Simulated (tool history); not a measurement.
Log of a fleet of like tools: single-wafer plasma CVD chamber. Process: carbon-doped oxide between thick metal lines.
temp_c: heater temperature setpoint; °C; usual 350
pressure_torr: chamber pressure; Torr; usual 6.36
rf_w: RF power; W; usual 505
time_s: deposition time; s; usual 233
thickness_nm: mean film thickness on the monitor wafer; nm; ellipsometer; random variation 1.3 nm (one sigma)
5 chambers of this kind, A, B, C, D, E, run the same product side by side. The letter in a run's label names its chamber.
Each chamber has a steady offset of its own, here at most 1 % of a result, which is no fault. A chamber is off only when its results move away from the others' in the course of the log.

run   hour  temp_c  pressure_torr  rf_w  time_s  read-back reference wafer on the same gauge, thickness_nm  thickness_nm
       2.1  -- chamber E: capacitance manometer re-zeroed and calibrated
 1C    4.4     350           6.36   505     233                                                     1040.0       1221.10
 2A   11.9     350           6.36   505     233                                                     1039.6       1210.70
 3B   17.1     350           6.36   505     233                                                     1039.5       1222.70
 4E   25.1     350           6.36   505     233                                                     1039.6       1207.70
 5D   31.6     350           6.36   505     233                                                     1039.2       1208.00
 6E   38.5     350           6.36   505     233                                                     1039.2       1207.90
 7D   44.5     350           6.36   505     233                                                     1039.1       1206.90
 8B   48.8     350           6.36   505     233                                                     1038.9       1218.60
 9C   56.7     350           6.36   505     233                                                     1038.4       1219.30
10A   64.5     350           4.99   505     197                                                     1038.6        992.20
11C   72.9     350           4.99   505     197                                                     1038.4        993.79
12A   77.8     350           4.99   505     197                                                     1038.3        990.14
13D   84.1     350           4.99   505     197                                                     1038.4        988.59
14E   91.9     350           4.99   505     197                                                     1038.2        989.79
      97.2  -- chamber D: RF generator calibrated
15B   98.8     350           6.36   505     233                                                     1038.0       1222.20
16D  106.7     350           6.36   505     233                                                     1037.6       1209.00
17B  111.5     350           6.36   505     233                                                     1037.8       1223.60
18E  115.3     359           6.36   505     233                                                     1037.4       1178.70
19C  121.8     359           6.36   505     233                                                     1037.6       1188.00
20A  126.5     359           6.36   505     233                                                     1037.4       1181.90
21E  131.2     359           6.36   505     233                                                     1037.0       1179.50
22C  137.1     359           6.36   505     233                                                     1037.0       1188.70
23B  142.6     350           6.36   505     233                                                     1037.0       1219.40
24D  150.9     350           6.36   505     233                                                     1036.7       1209.20
25A  156.6     350           6.36   505     233                                                     1036.2       1207.00
26C  160.3     350           6.36   505     233                                                     1036.5       1212.30
27A  168.6     350           6.36   505     233                                                     1036.5       1206.40
28B  175.8     350           6.36   505     233                                                     1036.1       1219.00
29D  180.7     350           6.36   505     208                                                     1036.0       1077.50
30E  184.7     350           6.36   505     208                                                     1036.0       1076.40
31B  191.8     350           6.36   505     208                                                     1035.9       1088.80
32A  199.3     350           6.36   505     208                                                     1035.8       1079.00
33D  203.9     350           6.36   505     208                                                     1035.5       1075.80
34C  211.1     350           5.02   505     233                                                     1035.7       1177.20

Is one chamber off against the others, does the gauge drift, or is nothing wrong? If a chamber is off, say which, and what the likeliest cause is.

The gauge drifts, so all chambers seem to drift together. No chamber is off.
Cause: gauge reads low (%) = 0.445.
